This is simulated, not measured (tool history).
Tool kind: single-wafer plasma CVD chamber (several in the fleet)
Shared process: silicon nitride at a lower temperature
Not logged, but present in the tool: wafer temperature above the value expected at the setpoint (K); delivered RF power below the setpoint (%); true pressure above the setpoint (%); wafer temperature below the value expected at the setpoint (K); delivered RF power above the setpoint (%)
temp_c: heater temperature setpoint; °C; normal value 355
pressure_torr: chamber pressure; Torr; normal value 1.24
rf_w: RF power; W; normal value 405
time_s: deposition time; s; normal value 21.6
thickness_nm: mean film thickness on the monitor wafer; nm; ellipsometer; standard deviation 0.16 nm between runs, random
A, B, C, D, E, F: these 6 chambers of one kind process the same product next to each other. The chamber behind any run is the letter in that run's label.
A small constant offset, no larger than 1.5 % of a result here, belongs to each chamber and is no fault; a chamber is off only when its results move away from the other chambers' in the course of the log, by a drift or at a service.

run	hour	temp_c	pressure_torr	rf_w	time_s	hours since the last thermocouple change	hours since the last RF generator calibration	hours since the last manometer calibration	read-back reference wafer on the same gauge, thickness_nm	thickness_nm
1A	5.8	355	1.24	405	21.6	1901.6	1517.9	1312.8	32.221	28.646
2D	14.4	355	1.24	405	21.6	355.9	906.6	885.4	32.193	29.167
# hour 18.9: chamber D: RF generator calibrated
3C	21.5	355	1.24	405	21.6	1061.1	943.7	2040.6	32.162	28.955
4F	28.6	355	1.24	405	21.6	606.5	1073.8	2181.7	32.209	28.735
# hour 33.7: chamber A: capacitance manometer re-zeroed and calibrated
5E	39.8	355	1.24	405	21.6	1598.1	395.9	1281.1	32.189	28.461
6B	50.9	355	1.24	405	21.6	155.0	1264.9	113.4	32.166	28.780
7C	56.0	355	1.24	405	21.6	1095.6	978.2	2075.1	32.204	29.104
8E	65.1	355	1.24	405	21.6	1623.4	421.2	1306.4	32.184	28.544
9B	73.5	355	1.08	405	21.6	177.6	1287.5	136.0	32.182	27.525
10F	82.7	355	1.08	405	21.6	660.6	1127.9	2235.8	32.234	27.442
11D	93.5	355	1.08	405	21.6	435.0	74.6	964.5	32.210	27.729
12A	100.1	355	1.08	405	21.6	1995.9	1612.2	66.5	32.192	27.320
13C	111.2	355	1.08	405	21.6	1150.8	1033.4	2130.3	32.258	27.711
14B	118.6	355	1.08	405	21.6	222.7	1332.6	181.1	32.233	27.269
15D	125.6	355	1.24	405	21.6	467.1	106.7	996.6	32.211	28.991
16F	135.8	355	1.24	405	21.6	713.7	1181.0	2288.9	32.178	28.577
17A	143.7	355	1.24	405	21.6	2039.5	1655.8	110.1	32.183	28.563
18E	151.9	355	1.01	435	21.6	1710.2	508.0	1393.2	32.223	28.003
19E	162.2	355	1.01	435	21.6	1720.5	518.3	1403.5	32.233	28.428
20F	172.8	355	1.01	435	21.6	750.7	1218.0	2325.9	32.183	28.170
21A	180.5	355	1.01	435	21.6	2076.3	1692.6	146.9	32.219	27.892
22B	187.5	355	1.01	435	21.6	291.6	1401.5	250.0	32.167	27.834
23C	193.9	355	1.01	435	21.6	1233.5	1116.1	2213.0	32.218	28.524
24D	200.3	355	1.24	405	21.6	541.8	181.4	1071.3	32.204	28.661
25B	211.6	355	1.24	405	21.6	315.7	1425.6	274.1	32.158	28.587
26D	219.1	355	1.24	405	21.6	560.6	200.2	1090.1	32.144	28.834
27F	226.0	355	1.24	405	21.6	803.9	1271.2	2379.1	32.208	28.600
# hour 231.9: chamber E: capacitance manometer re-zeroed and calibrated
28C	236.3	355	1.24	405	21.6	1275.9	1158.5	2255.4	32.204	28.747
29E	242.8	355	1.02	480	21.6	1801.1	598.9	10.9	32.224	29.605
30A	248.6	355	1.02	480	21.6	2144.4	1760.7	215.0	32.260	29.765
31B	255.4	355	1.02	480	21.6	359.5	1469.4	317.9	32.201	29.943
32A	267.0	355	1.02	480	21.6	2162.8	1779.1	233.4	32.224	29.757
33D	276.3	355	1.02	480	21.6	617.8	257.4	1147.3	32.178	30.156
34C	285.9	355	1.02	480	21.6	1325.5	1208.1	2305.0	32.194	30.437
35E	294.9	355	1.24	405	21.6	1853.2	651.0	63.0	32.211	28.411
36F	301.0	355	1.24	405	21.6	878.9	1346.2	2454.1	32.195	28.687
37B	310.9	355	1.24	405	21.6	415.0	1524.9	373.4	32.177	28.565
38F	321.4	355	1.24	405	21.6	899.3	1366.6	2474.5	32.240	28.773
39C	332.1	355	1.24	405	21.6	1371.7	1254.3	2351.2	32.174	28.917
40E	340.3	355	1.24	405	21.6	1898.6	696.4	108.4	32.229	28.607
41A	347.0	355	1.24	405	21.6	2242.8	1859.1	313.4	32.181	28.398

Has any chamber moved away from the others, gradually or after a service, or does the common gauge drift, or do the chambers differ only by their own small steady offsets? State the chamber and the most likely cause if one applies.

Beyond each chamber's small constant offset nothing stands out, and the gauge stays steady.
